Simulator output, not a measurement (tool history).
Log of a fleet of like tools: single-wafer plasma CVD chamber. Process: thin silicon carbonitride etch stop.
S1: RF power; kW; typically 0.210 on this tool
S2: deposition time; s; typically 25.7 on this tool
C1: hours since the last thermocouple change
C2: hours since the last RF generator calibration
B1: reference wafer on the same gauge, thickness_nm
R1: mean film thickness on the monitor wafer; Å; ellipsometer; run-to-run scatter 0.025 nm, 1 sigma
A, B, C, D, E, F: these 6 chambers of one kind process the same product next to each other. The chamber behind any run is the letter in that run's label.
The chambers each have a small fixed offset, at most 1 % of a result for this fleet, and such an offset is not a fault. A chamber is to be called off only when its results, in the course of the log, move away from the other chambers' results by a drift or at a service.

Run 1E, hour 8.0: usual settings; C1 1017.5; C2 1600.1; B1 12.502. Result: R1 149.07 Å.
Run 2F, hour 17.9: usual settings; C1 1860.3; C2 1113.3; B1 12.505. Result: R1 148.41 Å.
Run 3A, hour 27.3: usual settings; C1 1387.0; C2 732.1; B1 12.508. Result: R1 148.03 Å.
Run 4D, hour 36.2: usual settings; C1 1856.6; C2 1600.1; B1 12.506. Result: R1 149.62 Å.
Run 5C, hour 45.6: usual settings but S1 0.235 kW, S2 27.2 s; C1 1468.2; C2 1511.4; B1 12.508. Result: R1 163.81 Å.
Run 6B, hour 51.6: usual settings but S1 0.235 kW, S2 27.2 s; C1 1268.8; C2 754.0; B1 12.515. Result: R1 161.36 Å.
Run 7A, hour 59.4: usual settings but S1 0.235 kW, S2 27.2 s; C1 1419.1; C2 764.2; B1 12.510. Result: R1 161.27 Å.
Run 8E, hour 68.5: usual settings but S1 0.235 kW, S2 27.2 s; C1 1078.0; C2 1660.6; B1 12.520. Result: R1 162.76 Å.
Run 9C, hour 76.4: usual settings but S1 0.235 kW, S2 27.2 s; C1 1499.0; C2 1542.2; B1 12.511. Result: R1 163.78 Å.
Run 10D, hour 85.3: usual settings but S1 0.235 kW, S2 27.2 s; C1 1905.7; C2 1649.2; B1 12.523. Result: R1 163.90 Å.
Run 11B, hour 92.1: usual settings; C1 1309.3; C2 794.5; B1 12.520. Result: R1 147.78 Å.
Run 12F, hour 104.6: usual settings; C1 1947.0; C2 1200.0; B1 12.525. Result: R1 148.81 Å.
Run 13D, hour 117.7: usual settings; C1 1938.1; C2 1681.6; B1 12.524. Result: R1 149.52 Å.
Run 14E, hour 127.4: usual settings; C1 1136.9; C2 1719.5; B1 12.531. Result: R1 149.28 Å.
Run 15A, hour 134.1: usual settings but S2 29.2 s; C1 1493.8; C2 838.9; B1 12.537. Result: R1 167.77 Å.
Run 16B, hour 147.4: usual settings but S2 29.2 s; C1 1364.6; C2 849.8; B1 12.537. Result: R1 167.81 Å.
Run 17C, hour 154.2: usual settings but S2 29.2 s; C1 1576.8; C2 1620.0; B1 12.540. Result: R1 170.44 Å.
Run 18F, hour 167.1: usual settings but S2 29.2 s; C1 2009.5; C2 1262.5; B1 12.542. Result: R1 169.08 Å.
Run 19B, hour 174.9: usual settings but S2 29.2 s; C1 1392.1; C2 877.3; B1 12.541. Result: R1 167.90 Å.
Run 20F, hour 185.3: usual settings but S2 29.2 s; C1 2027.7; C2 1280.7; B1 12.536. Result: R1 169.81 Å.
Run 21D, hour 195.1: usual settings; C1 2015.5; C2 1759.0; B1 12.547. Result: R1 149.54 Å.
Run 22C, hour 205.2: usual settings; C1 1627.8; C2 1671.0; B1 12.554. Result: R1 150.08 Å.
Run 23E, hour 213.8: usual settings but S2 22.0 s; C1 1223.3; C2 1805.9; B1 12.552. Result: R1 127.89 Å.
Run 24A, hour 225.4: usual settings but S2 22.0 s; C1 1585.1; C2 930.2; B1 12.555. Result: R1 126.85 Å.
Run 25A, hour 233.8: usual settings but S2 22.0 s; C1 1593.5; C2 938.6; B1 12.553. Result: R1 126.51 Å.
Run 26D, hour 243.4: usual settings but S2 22.0 s; C1 2063.8; C2 1807.3; B1 12.558. Result: R1 128.12 Å.
Run 27C, hour 249.8: usual settings but S2 22.0 s; C1 1672.4; C2 1715.6; B1 12.560. Result: R1 128.35 Å.
Run 28B, hour 258.2: usual settings but S2 22.0 s; C1 1475.4; C2 960.6; B1 12.559. Result: R1 126.68 Å.
Run 29F, hour 268.6: usual settings; C1 2111.0; C2 1364.0; B1 12.563. Result: R1 148.95 Å.
Run 30E, hour 276.4: usual settings; C1 1285.9; C2 1868.5; B1 12.563. Result: R1 149.46 Å.
Run 31C, hour 285.2: usual settings; C1 1707.8; C2 1751.0; B1 12.570. Result: R1 149.91 Å.
Run 32E, hour 294.1: usual settings; C1 1303.6; C2 1886.2; B1 12.571. Result: R1 149.65 Å.
Run 33B, hour 306.2: usual settings; C1 1523.4; C2 1008.6; B1 12.574. Result: R1 148.34 Å.
Run 34A, hour 317.1: usual settings; C1 1676.8; C2 1021.9; B1 12.576. Result: R1 148.37 Å.
Run 35D, hour 323.7: usual settings; C1 2144.1; C2 1887.6; B1 12.574. Result: R1 149.57 Å.
Run 36F, hour 334.9: usual settings; C1 2177.3; C2 1430.3; B1 12.584. Result: R1 149.28 Å.
Run 37F, hour 342.9: usual settings but S2 22.4 s; C1 2185.3; C2 1438.3; B1 12.578. Result: R1 130.71 Å.
Run 38D, hour 354.0: usual settings but S2 22.4 s; C1 2174.4; C2 1917.9; B1 12.592. Result: R1 130.73 Å.

Read the log: is a single chamber off, either drifting away or since a service, is the gauge that measures every chamber drifting, or is nothing wrong beyond small per-chamber offsets? Name any odd chamber and what most likely caused it.

No chamber is off; the gauge reading every chamber's wafers drifts, which makes the whole fleet appear to move together.
Most likely cause: gauge reads high (%) = 0.693.

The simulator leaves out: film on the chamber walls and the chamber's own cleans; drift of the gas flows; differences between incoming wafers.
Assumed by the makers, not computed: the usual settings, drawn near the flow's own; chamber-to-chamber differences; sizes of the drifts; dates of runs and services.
